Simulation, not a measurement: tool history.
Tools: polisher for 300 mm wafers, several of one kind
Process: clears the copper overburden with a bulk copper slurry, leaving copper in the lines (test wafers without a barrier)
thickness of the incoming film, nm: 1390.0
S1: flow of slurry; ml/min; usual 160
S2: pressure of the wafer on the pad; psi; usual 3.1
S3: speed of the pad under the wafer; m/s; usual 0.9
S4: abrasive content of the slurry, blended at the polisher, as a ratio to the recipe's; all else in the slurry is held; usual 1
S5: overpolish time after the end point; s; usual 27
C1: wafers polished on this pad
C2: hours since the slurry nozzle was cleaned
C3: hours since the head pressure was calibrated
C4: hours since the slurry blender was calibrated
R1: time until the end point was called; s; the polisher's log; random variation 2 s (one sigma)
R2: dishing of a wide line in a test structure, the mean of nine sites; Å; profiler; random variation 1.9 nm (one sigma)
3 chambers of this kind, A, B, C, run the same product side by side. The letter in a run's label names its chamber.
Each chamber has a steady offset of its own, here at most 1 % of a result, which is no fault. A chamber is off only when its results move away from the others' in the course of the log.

run,day,S1,S2,S3,S4,S5,C1,C2,C3,C4,R1,R2
# day 0.042: chamber A: slurry blender recalibrated
# day 0.196: chamber B: worn pad replaced by a new one
# day 0.388: chamber C: worn pad replaced by a new one
1C,0.462,160,3.1,0.9,1,27,15,165.3,459.9,367.6,156.87,1145.2
# day 0.496: chamber A: worn pad replaced by a new one
2A,0.838,160,3.1,0.9,1,27,67,233.5,519.1,19.1,148.01,1155.1
3B,1.129,160,3.1,0.9,1,27,183,375.2,120.2,68.3,148.93,1158.7
4C,1.658,160,3.1,0.9,1,27,250,194,488.6,396.3,154.4,1145.4
5B,2.012,160,3.1,0.9,1,27,356,396.4,141.4,89.5,152.4,1146.4
6A,2.571,160,3.1,0.9,1,27,408,275.1,560.7,60.7,150.78,1146.1
7A,3.038,160,2.7,0.9,1,15,499,286.3,571.9,71.9,176.39,720.96
# day 3.346: chamber B: slurry nozzle cleaned
8C,3.396,160,2.7,0.9,1,15,591,235.7,530.3,438,175.36,695.77
# day 3.675: chamber C: slurry blender recalibrated
# day 3.688: chamber A: worn pad replaced by a new one
9B,3.804,160,2.7,0.9,1,15,708,11,184.4,132.5,177.72,738.8
10A,4.058,160,3.1,0.9,1,27,72,310.8,596.4,96.4,151.94,1160.5
# day 4.392: chamber A: slurry nozzle cleaned
11B,4.442,160,3.1,0.9,1,27,834,26.3,199.7,147.8,152.09,1156.6
12C,4.729,160,3.1,0.9,1,27,853,267.7,562.3,25.4,154.13,1110.9
# day 5.046: chamber A: slurry blender recalibrated
13B,5.183,160,3.1,0.9,1,36,979,44.1,217.5,165.6,150.98,1321.2
# day 5.425: chamber B: worn pad replaced by a new one
14A,5.658,160,3.1,0.9,1,36,387,30.4,634.8,14.7,158.2,1288.1
15C,6.142,160,3.1,0.9,1,36,1130,301.6,596.2,59.3,151.78,1321.9
16A,6.479,160,3.1,0.9,1,27,548,50.1,654.5,34.4,155.95,1107.1
# day 6.608: chamber C: worn pad replaced by a new one
# day 6.696: chamber A: worn pad replaced by a new one
17C,6.796,160,3.1,0.9,1,27,37,317.3,611.9,75,152.91,1126.2
18B,7.233,160,3.1,0.9,1,27,355,93.3,266.7,214.8,152,1136.5
# day 7.583: chamber B: slurry blender recalibrated
19B,7.596,160,3.1,0.9,1,27,427,102,275.4,0.4,153.07,1148.9
20A,8.121,160,3.7,0.9,1,34,280,89.5,693.9,73.8,136.79,1328.7
21C,8.692,160,3.7,0.9,1,34,409,362.8,657.4,120.5,125.19,1405.3
22A,9.104,160,3.7,0.9,1,34,473,113.1,717.5,97.4,138.23,1359.7
23B,9.392,160,3.1,0.9,1,27,779,145.1,318.5,43.5,147.33,1143.4
24C,9.721,160,3.1,0.9,1,27,611,387.5,682.1,145.2,152.35,1108.8
25C,10.242,160,2.4,0.62,1,27,714,400,694.6,157.7,282.07,755.92

Next, every chamber runs the same settings. What will each give?
26A,10.654,160,3.1,0.9,1,27,,,,,?,?
26B,10.654,160,3.1,0.9,1,27,,,,,?,?
26C,10.654,160,3.1,0.9,1,27,,,,,?,?

run,R1,R2
26A,173.01,1058.8
26B,148.12,1113.8
26C,154.81,1112
